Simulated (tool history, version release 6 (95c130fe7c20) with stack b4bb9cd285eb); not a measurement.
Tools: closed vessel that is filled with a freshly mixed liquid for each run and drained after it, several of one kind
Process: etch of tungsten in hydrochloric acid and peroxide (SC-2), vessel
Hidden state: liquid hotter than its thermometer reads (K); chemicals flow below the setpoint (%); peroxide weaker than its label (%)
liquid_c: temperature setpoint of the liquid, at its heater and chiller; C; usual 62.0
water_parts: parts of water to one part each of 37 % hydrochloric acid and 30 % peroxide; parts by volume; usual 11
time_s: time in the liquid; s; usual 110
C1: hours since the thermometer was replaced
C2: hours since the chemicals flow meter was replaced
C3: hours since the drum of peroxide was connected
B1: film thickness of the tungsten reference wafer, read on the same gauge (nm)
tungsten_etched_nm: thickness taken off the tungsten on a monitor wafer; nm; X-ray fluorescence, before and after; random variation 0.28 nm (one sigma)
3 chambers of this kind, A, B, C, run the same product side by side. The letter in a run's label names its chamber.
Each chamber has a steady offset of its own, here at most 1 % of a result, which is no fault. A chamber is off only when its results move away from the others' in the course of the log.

{"run": "1B", "hour": 6.7, "liquid_c": 62.0, "water_parts": 11, "time_s": 110, "C1": 1211.3, "C2": 1134.2, "C3": 1109.9, "B1": 140.01, "tungsten_etched_nm": 36.67}
{"run": "2C", "hour": 13.1, "liquid_c": 62.0, "water_parts": 11, "time_s": 110, "C1": 86.7, "C2": 1934.8, "C3": 117.7, "B1": 139.99, "tungsten_etched_nm": 36.485}
{"run": "3A", "hour": 19.1, "liquid_c": 62.0, "water_parts": 11, "time_s": 110, "C1": 451.2, "C2": 919.9, "C3": 583.5, "B1": 139.99, "tungsten_etched_nm": 36.911}
{"run": "4B", "hour": 25.9, "liquid_c": 62.0, "water_parts": 11, "time_s": 110, "C1": 1230.5, "C2": 1153.4, "C3": 1129.1, "B1": 139.99, "tungsten_etched_nm": 36.657}
{"run": "5A", "hour": 36.8, "liquid_c": 62.0, "water_parts": 11, "time_s": 110, "C1": 468.9, "C2": 937.6, "C3": 601.2, "B1": 140.02, "tungsten_etched_nm": 36.885}
{"hour": 40.6, "done": "chamber A: new drum of peroxide connected"}
{"run": "6C", "hour": 43.2, "liquid_c": 62.0, "water_parts": 11, "time_s": 110, "C1": 116.8, "C2": 1964.9, "C3": 147.8, "B1": 139.98, "tungsten_etched_nm": 36.375}
{"run": "7C", "hour": 52.5, "liquid_c": 62.0, "water_parts": 14, "time_s": 110, "C1": 126.1, "C2": 1974.2, "C3": 157.1, "B1": 140.01, "tungsten_etched_nm": 29.878}
{"run": "8B", "hour": 61.0, "liquid_c": 62.0, "water_parts": 14, "time_s": 110, "C1": 1265.6, "C2": 1188.5, "C3": 1164.2, "B1": 139.99, "tungsten_etched_nm": 29.735}
{"run": "9A", "hour": 71.6, "liquid_c": 62.0, "water_parts": 14, "time_s": 110, "C1": 503.7, "C2": 972.4, "C3": 31.1, "B1": 139.99, "tungsten_etched_nm": 29.869}
{"run": "10C", "hour": 78.7, "liquid_c": 62.0, "water_parts": 11, "time_s": 110, "C1": 152.3, "C2": 2000.4, "C3": 183.3, "B1": 140.02, "tungsten_etched_nm": 36.264}
{"hour": 82.3, "done": "chamber B: new drum of peroxide connected"}
{"run": "11A", "hour": 84.5, "liquid_c": 62.0, "water_parts": 11, "time_s": 110, "C1": 516.6, "C2": 985.3, "C3": 44.0, "B1": 139.96, "tungsten_etched_nm": 36.661}
{"run": "12B", "hour": 94.8, "liquid_c": 62.0, "water_parts": 11, "time_s": 90, "C1": 1299.4, "C2": 1222.3, "C3": 12.5, "B1": 139.97, "tungsten_etched_nm": 30.225}
{"run": "13A", "hour": 101.9, "liquid_c": 62.0, "water_parts": 11, "time_s": 90, "C1": 534.0, "C2": 1002.7, "C3": 61.4, "B1": 139.99, "tungsten_etched_nm": 30.345}
{"run": "14C", "hour": 108.9, "liquid_c": 62.0, "water_parts": 11, "time_s": 90, "C1": 182.5, "C2": 2030.6, "C3": 213.5, "B1": 140.02, "tungsten_etched_nm": 29.856}
{"run": "15B", "hour": 118.1, "liquid_c": 62.0, "water_parts": 11, "time_s": 110, "C1": 1322.7, "C2": 1245.6, "C3": 35.8, "B1": 140.0, "tungsten_etched_nm": 36.925}
{"run": "16B", "hour": 124.9, "liquid_c": 62.0, "water_parts": 11, "time_s": 110, "C1": 1329.5, "C2": 1252.4, "C3": 42.6, "B1": 140.0, "tungsten_etched_nm": 36.638}
{"run": "17C", "hour": 132.5, "liquid_c": 62.0, "water_parts": 11, "time_s": 110, "C1": 206.1, "C2": 2054.2, "C3": 237.1, "B1": 140.01, "tungsten_etched_nm": 36.227}
{"run": "18A", "hour": 138.2, "liquid_c": 62.0, "water_parts": 11, "time_s": 110, "C1": 570.3, "C2": 1039.0, "C3": 97.7, "B1": 139.97, "tungsten_etched_nm": 37.593}
{"run": "19A", "hour": 148.9, "liquid_c": 62.0, "water_parts": 11, "time_s": 110, "C1": 581.0, "C2": 1049.7, "C3": 108.4, "B1": 139.96, "tungsten_etched_nm": 37.732}
{"run": "20B", "hour": 159.6, "liquid_c": 71.0, "water_parts": 11, "time_s": 75, "C1": 1364.2, "C2": 1287.1, "C3": 77.3, "B1": 140.01, "tungsten_etched_nm": 42.795}
{"run": "21C", "hour": 165.6, "liquid_c": 71.0, "water_parts": 11, "time_s": 75, "C1": 239.2, "C2": 2087.3, "C3": 270.2, "B1": 140.01, "tungsten_etched_nm": 42.093}
{"run": "22A", "hour": 173.5, "liquid_c": 71.0, "water_parts": 11, "time_s": 75, "C1": 605.6, "C2": 1074.3, "C3": 133.0, "B1": 139.99, "tungsten_etched_nm": 45.344}
{"run": "23B", "hour": 178.7, "liquid_c": 62.0, "water_parts": 11, "time_s": 110, "C1": 1383.3, "C2": 1306.2, "C3": 96.4, "B1": 140.01, "tungsten_etched_nm": 36.667}
{"hour": 180.9, "done": "chamber C: chemicals flow meter replaced"}
{"run": "24C", "hour": 187.8, "liquid_c": 62.0, "water_parts": 11, "time_s": 110, "C1": 261.4, "C2": 6.9, "C3": 292.4, "B1": 140.0, "tungsten_etched_nm": 36.879}
{"run": "25A", "hour": 195.3, "liquid_c": 62.0, "water_parts": 11, "time_s": 110, "C1": 627.4, "C2": 1096.1, "C3": 154.8, "B1": 140.01, "tungsten_etched_nm": 39.807}
{"run": "26B", "hour": 201.0, "liquid_c": 62.0, "water_parts": 11, "time_s": 110, "C1": 1405.6, "C2": 1328.5, "C3": 118.7, "B1": 139.99, "tungsten_etched_nm": 37.009}
{"run": "27C", "hour": 209.3, "liquid_c": 62.0, "water_parts": 11, "time_s": 110, "C1": 282.9, "C2": 28.4, "C3": 313.9, "B1": 140.0, "tungsten_etched_nm": 36.347}
{"hour": 212.6, "done": "chamber A: chemicals flow meter replaced"}
{"run": "28A", "hour": 218.3, "liquid_c": 62.0, "water_parts": 11, "time_s": 110, "C1": 650.4, "C2": 5.7, "C3": 177.8, "B1": 140.01, "tungsten_etched_nm": 39.722}
{"hour": 226.4, "done": "chamber B: chemicals flow meter replaced"}
{"run": "29C", "hour": 226.7, "liquid_c": 62.0, "water_parts": 11, "time_s": 110, "C1": 300.3, "C2": 45.8, "C3": 331.3, "B1": 140.02, "tungsten_etched_nm": 37.034}
{"run": "30B", "hour": 235.1, "liquid_c": 62.0, "water_parts": 11, "time_s": 110, "C1": 1439.7, "C2": 8.8, "C3": 152.8, "B1": 140.01, "tungsten_etched_nm": 36.859}
{"run": "31A", "hour": 242.4, "liquid_c": 62.0, "water_parts": 11, "time_s": 110, "C1": 674.5, "C2": 29.8, "C3": 201.9, "B1": 139.97, "tungsten_etched_nm": 39.962}
{"run": "32C", "hour": 251.1, "liquid_c": 62.0, "water_parts": 11, "time_s": 110, "C1": 324.7, "C2": 70.2, "C3": 355.7, "B1": 139.96, "tungsten_etched_nm": 36.712}
{"run": "33B", "hour": 256.6, "liquid_c": 62.0, "water_parts": 11, "time_s": 110, "C1": 1461.2, "C2": 30.3, "C3": 174.3, "B1": 139.94, "tungsten_etched_nm": 37.376}
{"run": "34C", "hour": 267.1, "liquid_c": 62.0, "water_parts": 11, "time_s": 110, "C1": 340.7, "C2": 86.2, "C3": 371.7, "B1": 140.04, "tungsten_etched_nm": 36.799}

What goes on in this fleet: one chamber off, a drifting gauge, or nothing beyond the chambers' own small offsets? Name the chamber and the cause, if any.

Chamber A drifts away from the others.
Cause: liquid hotter than its thermometer reads (K) = 1.72.

Here are 4 candidates for chamber A's next run, each the usual settings with a change, their results left as question marks. Which one brings its results back in line with what the others give on the usual settings?
In line means no further than this from the other chambers' mean on the usual settings: tungsten_etched_nm 0.970 nm
{"run": "35A-1", "hour": 275.2, "liquid_c": 62.0, "water_parts": 10.5, "time_s": 110, "tungsten_etched_nm": "?"}
{"run": "35A-2", "hour": 275.2, "liquid_c": 63.0, "water_parts": 11.0, "time_s": 115, "tungsten_etched_nm": "?"}
{"run": "35A-3", "hour": 275.2, "liquid_c": 62.0, "water_parts": 12.5, "time_s": 110, "tungsten_etched_nm": "?"}
{"run": "35A-4", "hour": 275.2, "liquid_c": 62.0, "water_parts": 11.0, "time_s": 105, "tungsten_etched_nm": "?"}

The other chambers' mean on the usual settings: tungsten_etched_nm 36.722 nm
run=35A-1 tungsten_etched_nm=42.754
run=35A-2 tungsten_etched_nm=45.664
run=35A-3 tungsten_etched_nm=36.779
run=35A-4 tungsten_etched_nm=39.220
35A-3 brings the chamber back in line.
